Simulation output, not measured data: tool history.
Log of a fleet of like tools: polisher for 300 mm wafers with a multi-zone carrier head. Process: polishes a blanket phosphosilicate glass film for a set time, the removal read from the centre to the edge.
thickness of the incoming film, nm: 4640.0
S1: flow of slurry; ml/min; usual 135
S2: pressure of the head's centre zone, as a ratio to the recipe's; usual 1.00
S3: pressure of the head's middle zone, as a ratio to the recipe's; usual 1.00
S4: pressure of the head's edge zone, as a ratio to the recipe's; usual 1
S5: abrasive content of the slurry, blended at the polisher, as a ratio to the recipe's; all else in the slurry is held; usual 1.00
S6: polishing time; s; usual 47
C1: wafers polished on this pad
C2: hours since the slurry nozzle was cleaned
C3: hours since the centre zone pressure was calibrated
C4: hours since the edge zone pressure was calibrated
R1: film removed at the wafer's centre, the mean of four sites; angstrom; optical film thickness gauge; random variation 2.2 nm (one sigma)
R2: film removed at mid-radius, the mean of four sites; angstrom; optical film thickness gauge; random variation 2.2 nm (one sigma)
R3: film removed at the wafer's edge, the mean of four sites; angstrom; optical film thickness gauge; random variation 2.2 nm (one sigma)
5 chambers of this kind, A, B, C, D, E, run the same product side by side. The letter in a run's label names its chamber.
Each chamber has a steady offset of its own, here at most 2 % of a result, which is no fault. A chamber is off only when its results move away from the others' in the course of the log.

-- hour=13.1 chamber C: centre zone pressure recalibrated
run 1D hour=15.2 | S1=135 S2=1.00 S3=1.00 S4=1 S5=1.00 S6=47 | C1=850 C2=366.9 C3=375.6 C4=189.9 | R1=3059.6 R2=3064.4 R3=3081.1
-- hour=25.5 chamber C: slurry nozzle cleaned
run 2B hour=26.0 | S1=135 S2=1.00 S3=1.00 S4=1 S5=1.00 S6=47 | C1=915 C2=31.8 C3=483.7 C4=649.0 | R1=3092.6 R2=3083.8 R3=3110.0
-- hour=31.4 chamber E: worn pad replaced by a new one
run 3E hour=35.6 | S1=135 S2=1.00 S3=1.00 S4=1 S5=1.00 S6=47 | C1=63 C2=198.1 C3=200.2 C4=755.6 | R1=3061.5 R2=3079.5 R3=3106.8
-- hour=38.7 chamber D: worn pad replaced by a new one
-- hour=42.9 chamber B: worn pad replaced by a new one
run 4C hour=47.2 | S1=135 S2=1.00 S3=1.00 S4=1 S5=1.00 S6=47 | C1=867 C2=21.7 C3=34.1 C4=198.8 | R1=3108.2 R2=3087.9 R3=3094.2
run 5A hour=62.2 | S1=135 S2=1.00 S3=1.00 S4=1 S5=1.00 S6=54 | C1=1013 C2=561.8 C3=622.9 C4=169.2 | R1=3557.7 R2=3504.0 R3=3512.7
run 6B hour=70.8 | S1=135 S2=1.00 S3=1.00 S4=1 S5=1.00 S6=54 | C1=421 C2=76.6 C3=528.5 C4=693.8 | R1=3545.1 R2=3543.0 R3=3560.8
-- hour=76.4 chamber A: worn pad replaced by a new one
-- hour=79.3 chamber C: worn pad replaced by a new one
run 7C hour=84.1 | S1=135 S2=1.00 S3=1.00 S4=1 S5=1.00 S6=54 | C1=73 C2=58.6 C3=71.0 C4=235.7 | R1=3597.3 R2=3544.3 R3=3531.3
run 8E hour=98.2 | S1=135 S2=1.00 S3=1.00 S4=1 S5=1.00 S6=54 | C1=1008 C2=260.7 C3=262.8 C4=818.2 | R1=3549.3 R2=3531.9 R3=3520.0
run 9D hour=106.0 | S1=135 S2=1.00 S3=1.00 S4=1 S5=1.00 S6=54 | C1=1015 C2=457.7 C3=466.4 C4=280.7 | R1=3479.0 R2=3497.2 R3=3496.3
-- hour=107.4 chamber E: worn pad replaced by a new one
-- hour=111.7 chamber D: worn pad replaced by a new one
-- hour=112.4 chamber E: slurry nozzle cleaned
run 10A hour=115.6 | S1=135 S2=1.00 S3=1.00 S4=1 S5=1.00 S6=47 | C1=591 C2=615.2 C3=676.3 C4=222.6 | R1=3087.7 R2=3067.3 R3=3089.6
run 11E hour=128.2 | S1=135 S2=1.00 S3=1.00 S4=1 S5=1.00 S6=47 | C1=313 C2=15.9 C3=292.8 C4=848.2 | R1=3120.5 R2=3038.1 R3=3070.7
-- hour=136.1 chamber B: worn pad replaced by a new one
-- hour=140.7 chamber D: centre zone pressure recalibrated
run 12D hour=141.9 | S1=135 S2=1.00 S3=1.00 S4=1 S5=1.00 S6=47 | C1=456 C2=493.6 C3=1.2 C4=316.6 | R1=3033.1 R2=3086.5 R3=3032.8
-- hour=152.5 chamber E: centre zone pressure recalibrated
run 13A hour=156.6 | S1=135 S2=1.00 S3=1.00 S4=1 S5=0.85 S6=47 | C1=1210 C2=656.2 C3=717.3 C4=263.6 | R1=2855.8 R2=2842.6 R3=2833.0
-- hour=165.0 chamber A: worn pad replaced by a new one
run 14C hour=168.2 | S1=135 S2=1.00 S3=1.00 S4=1 S5=0.85 S6=47 | C1=1341 C2=142.7 C3=155.1 C4=319.8 | R1=2847.3 R2=2835.2 R3=2828.0
-- hour=169.2 chamber C: worn pad replaced by a new one
run 15B hour=180.7 | S1=135 S2=1.00 S3=1.00 S4=1 S5=0.85 S6=47 | C1=673 C2=186.5 C3=638.4 C4=803.7 | R1=2823.5 R2=2822.1 R3=2860.9
-- hour=182.7 chamber E: worn pad replaced by a new one
-- hour=189.0 chamber D: slurry nozzle cleaned
-- hour=191.8 chamber D: worn pad replaced by a new one
-- hour=192.3 chamber B: centre zone pressure recalibrated
run 16A hour=193.4 | S1=135 S2=1.00 S3=1.00 S4=1 S5=0.85 S6=47 | C1=428 C2=693.0 C3=754.1 C4=300.4 | R1=2876.6 R2=2862.3 R3=2815.6
run 17D hour=207.1 | S1=135 S2=1.00 S3=1.00 S4=1 S5=0.85 S6=47 | C1=231 C2=18.2 C3=66.4 C4=381.8 | R1=2840.4 R2=2860.1 R3=2810.8
-- hour=215.1 chamber B: worn pad replaced by a new one
run 18E hour=217.2 | S1=135 S2=1.00 S3=1.00 S4=1 S5=1.00 S6=47 | C1=521 C2=104.9 C3=64.7 C4=937.2 | R1=3305.4 R2=3060.5 R3=3018.0
run 19C hour=226.6 | S1=135 S2=1.00 S3=1.00 S4=1 S5=1.00 S6=47 | C1=865 C2=201.1 C3=213.5 C4=378.2 | R1=3124.1 R2=3104.8 R3=3088.0
run 20B hour=241.8 | S1=135 S2=1.07 S3=1.08 S4=1 S5=1.00 S6=47 | C1=403 C2=247.6 C3=49.5 C4=864.8 | R1=3290.7 R2=3330.7 R3=3082.0
-- hour=250.8 chamber C: worn pad replaced by a new one
run 21E hour=252.0 | S1=135 S2=1.07 S3=1.08 S4=1 S5=1.00 S6=47 | C1=1046 C2=139.7 C3=99.5 C4=972.0 | R1=3555.7 R2=3244.4 R3=3035.9
-- hour=255.4 chamber E: worn pad replaced by a new one
-- hour=255.7 chamber A: worn pad replaced by a new one
run 22C hour=266.6 | S1=135 S2=1.07 S3=1.08 S4=1 S5=1.00 S6=47 | C1=238 C2=241.1 C3=253.5 C4=418.2 | R1=3352.1 R2=3336.7 R3=3152.5
-- hour=269.1 chamber D: worn pad replaced by a new one
run 23B hour=281.1 | S1=135 S2=1.07 S3=1.08 S4=1 S5=1.00 S6=47 | C1=996 C2=286.9 C3=88.8 C4=904.1 | R1=3295.4 R2=3290.2 R3=3031.6
run 24D hour=293.0 | S1=135 S2=1.07 S3=1.08 S4=1 S5=1.00 S6=47 | C1=361 C2=104.1 C3=152.3 C4=467.7 | R1=3263.1 R2=3258.5 R3=3041.2
run 25A hour=301.6 | S1=135 S2=1.00 S3=1.00 S4=1 S5=1.00 S6=47 | C1=693 C2=801.2 C3=862.3 C4=408.6 | R1=3050.7 R2=3043.7 R3=3084.0
-- hour=312.6 chamber B: worn pad replaced by a new one
run 26D hour=314.2 | S1=135 S2=1.00 S3=1.00 S4=1 S5=1.00 S6=47 | C1=680 C2=125.3 C3=173.5 C4=488.9 | R1=3021.7 R2=3046.7 R3=3074.7
-- hour=322.0 chamber B: edge zone pressure recalibrated
run 27E hour=322.7 | S1=135 S2=1.00 S3=1.00 S4=1 S5=1.00 S6=47 | C1=1016 C2=210.4 C3=170.2 C4=1042.7 | R1=3282.1 R2=3065.1 R3=3062.1
-- hour=331.6 chamber C: worn pad replaced by a new one
run 28A hour=331.8 | S1=135 S2=1.00 S3=1.00 S4=1 S5=1.00 S6=47 | C1=1148 C2=831.4 C3=892.5 C4=438.8 | R1=3081.5 R2=2996.0 R3=3062.7
-- hour=339.7 chamber E: worn pad replaced by a new one
run 29B hour=340.4 | S1=135 S2=1.00 S3=1.00 S4=1 S5=1.00 S6=47 | C1=419 C2=346.2 C3=148.1 C4=18.5 | R1=3072.1 R2=3033.6 R3=3095.4
run 30C hour=354.8 | S1=135 S2=1.00 S3=1.00 S4=1 S5=1.00 S6=47 | C1=349 C2=329.3 C3=341.7 C4=506.4 | R1=3082.0 R2=3069.4 R3=3121.0
run 31C hour=367.3 | S1=135 S2=1.00 S3=0.92 S4=1 S5=1.00 S6=38 | C1=538 C2=341.8 C3=354.2 C4=518.9 | R1=2511.1 R2=2299.1 R3=2482.3
run 32B hour=378.6 | S1=135 S2=1.00 S3=0.92 S4=1 S5=1.00 S6=38 | C1=995 C2=384.4 C3=186.3 C4=56.7 | R1=2481.3 R2=2299.3 R3=2523.3
run 33E hour=394.2 | S1=135 S2=1.00 S3=0.92 S4=1 S5=1.00 S6=38 | C1=822 C2=281.9 C3=241.7 C4=1114.2 | R1=2667.2 R2=2257.0 R3=2468.9

What goes on in this fleet: one chamber off, a drifting gauge, or nothing beyond the chambers' own small offsets? Name the chamber and the cause, if any.

A service left chamber E off against the others.
Cause: centre zone's pressure above its setpoint, % = 6.38.

Here are 4 candidates for chamber E's next run, each the usual settings with a change, their results left as question marks. Which one brings its results back in line with what the others give on the usual settings?
In line means no further than this from the other chambers' mean on the usual settings: R1 75.0 angstrom; R2 75.0 angstrom; R3 76.0 angstrom
run 34E-1 hour=405.7 | S1=135 S2=0.98 S3=1.00 S4=1.01 S5=1.00 S6=47 | R1=? R2=? R3=?
run 34E-2 hour=405.7 | S1=135 S2=1.02 S3=1.00 S4=0.99 S5=1.00 S6=47 | R1=? R2=? R3=?
run 34E-3 hour=405.7 | S1=140 S2=1.06 S3=0.99 S4=0.98 S5=1.00 S6=47 | R1=? R2=? R3=?
run 34E-4 hour=405.7 | S1=130 S2=0.94 S3=1.01 S4=1.02 S5=1.00 S6=47 | R1=? R2=? R3=?

The other chambers' mean on the usual settings: R1 3065.4 angstrom; R2 3055.7 angstrom; R3 3066.1 angstrom
run=34E-1 R1=3231.6 R2=3036.9 R3=3092.9
run=34E-2 R1=3377.7 R2=3036.2 R3=3060.8
run=34E-3 R1=3554.5 R2=3030.4 R3=3061.8
run=34E-4 R1=3056.7 R2=3040.6 R3=3090.4
34E-4 brings the chamber back in line.
